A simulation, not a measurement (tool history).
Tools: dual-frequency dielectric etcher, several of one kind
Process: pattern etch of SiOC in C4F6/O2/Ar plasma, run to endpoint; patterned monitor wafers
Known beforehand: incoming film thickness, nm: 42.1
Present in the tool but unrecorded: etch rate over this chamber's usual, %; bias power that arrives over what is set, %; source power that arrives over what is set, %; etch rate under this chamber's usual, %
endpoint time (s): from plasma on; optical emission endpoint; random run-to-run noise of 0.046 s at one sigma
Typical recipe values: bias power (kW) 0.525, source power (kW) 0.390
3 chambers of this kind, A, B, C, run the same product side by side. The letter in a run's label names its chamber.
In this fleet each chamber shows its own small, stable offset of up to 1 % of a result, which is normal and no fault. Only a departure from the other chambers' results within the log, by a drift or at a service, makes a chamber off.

| run | hour | bias power (kW) | source power (kW) | hours since the last wet clean | hours since the last bias power generator calibration | hours since the last source power generator calibration | endpoint time (s) |
|---|---|---|---|---|---|---|---|
| 1C | 4.9 | 0.525 | 0.390 | 199.2 | 925.1 | 5217.3 | 14.139 |
| 2A | 11.2 | 0.525 | 0.390 | 27.2 | 1327.5 | 2602.5 | 13.938 |
| 3B | 18.9 | 0.525 | 0.390 | 241.0 | 2170.9 | 1028.9 | 14.006 |
| 4C | 22.6 | 0.525 | 0.390 | 216.9 | 942.8 | 5235.0 | 14.161 |
| 5A | 28.2 | 0.525 | 0.390 | 44.2 | 1344.5 | 2619.5 | 13.983 |
| 6B | 34.3 | 0.525 | 0.390 | 256.4 | 2186.3 | 1044.3 | 14.019 |
| 7A | 41.2 | 0.525 | 0.390 | 57.2 | 1357.5 | 2632.5 | 13.942 |
| 8C | 45.4 | 0.525 | 0.390 | 239.7 | 965.6 | 5257.8 | 14.161 |
| 9B | 51.0 | 0.525 | 0.390 | 273.1 | 2203.0 | 1061.0 | 14.081 |
| 10C | 56.4 | 0.525 | 0.390 | 250.7 | 976.6 | 5268.8 | 14.122 |
| 11A | 61.3 | 0.525 | 0.390 | 77.3 | 1377.6 | 2652.6 | 13.901 |
| 12B | 68.4 | 0.525 | 0.390 | 290.5 | 2220.4 | 1078.4 | 13.976 |
| 13A | 75.1 | 0.525 | 0.390 | 91.1 | 1391.4 | 2666.4 | 14.031 |
| 14C | 81.7 | 0.525 | 0.390 | 276.0 | 1001.9 | 5294.1 | 13.950 |
| 15B | 87.0 | 0.525 | 0.390 | 309.1 | 2239.0 | 1097.0 | 14.116 |
|  | 89.9 | chamber C: source power generator calibrated |
| 16C | 90.3 | 0.525 | 0.390 | 284.6 | 1010.5 | 0.4 | 13.924 |
| 17A | 94.7 | 0.525 | 0.390 | 110.7 | 1411.0 | 2686.0 | 13.833 |
| 18B | 98.4 | 0.616 | 0.390 | 320.5 | 2250.4 | 1108.4 | 13.244 |
| 19C | 102.8 | 0.616 | 0.390 | 297.1 | 1023.0 | 12.9 | 13.122 |
| 20B | 108.4 | 0.616 | 0.390 | 330.5 | 2260.4 | 1118.4 | 13.323 |
| 21A | 114.3 | 0.525 | 0.390 | 130.3 | 1430.6 | 2705.6 | 13.887 |
| 22C | 119.5 | 0.525 | 0.390 | 313.8 | 1039.7 | 29.6 | 13.924 |
| 23B | 123.0 | 0.525 | 0.390 | 345.1 | 2275.0 | 1133.0 | 14.042 |
| 24A | 130.5 | 0.525 | 0.390 | 146.5 | 1446.8 | 2721.8 | 13.974 |
| 25A | 136.3 | 0.525 | 0.390 | 152.3 | 1452.6 | 2727.6 | 13.973 |
| 26B | 140.8 | 0.525 | 0.390 | 362.9 | 2292.8 | 1150.8 | 14.086 |
| 27C | 144.8 | 0.525 | 0.390 | 339.1 | 1065.0 | 54.9 | 13.759 |
| 28A | 151.3 | 0.525 | 0.390 | 167.3 | 1467.6 | 2742.6 | 13.943 |
|  | 152.2 | chamber B: wet clean of the chamber |
| 29C | 157.5 | 0.613 | 0.440 | 351.8 | 1077.7 | 67.6 | 12.284 |
| 30B | 162.2 | 0.613 | 0.440 | 10.1 | 2314.2 | 1172.2 | 12.689 |

Each of the 3 chambers runs these same settings next. Fill in every chamber's results:
| 31A | 167.7 | 0.427 | 0.390 |  |  |  | ? |
| 31B | 167.7 | 0.427 | 0.390 |  |  |  | ? |
| 31C | 167.7 | 0.427 | 0.390 |  |  |  | ? |

| run | endpoint time (s) |
|---|---|
| 31A | 15.001 |
| 31B | 15.269 |
| 31C | 14.727 |

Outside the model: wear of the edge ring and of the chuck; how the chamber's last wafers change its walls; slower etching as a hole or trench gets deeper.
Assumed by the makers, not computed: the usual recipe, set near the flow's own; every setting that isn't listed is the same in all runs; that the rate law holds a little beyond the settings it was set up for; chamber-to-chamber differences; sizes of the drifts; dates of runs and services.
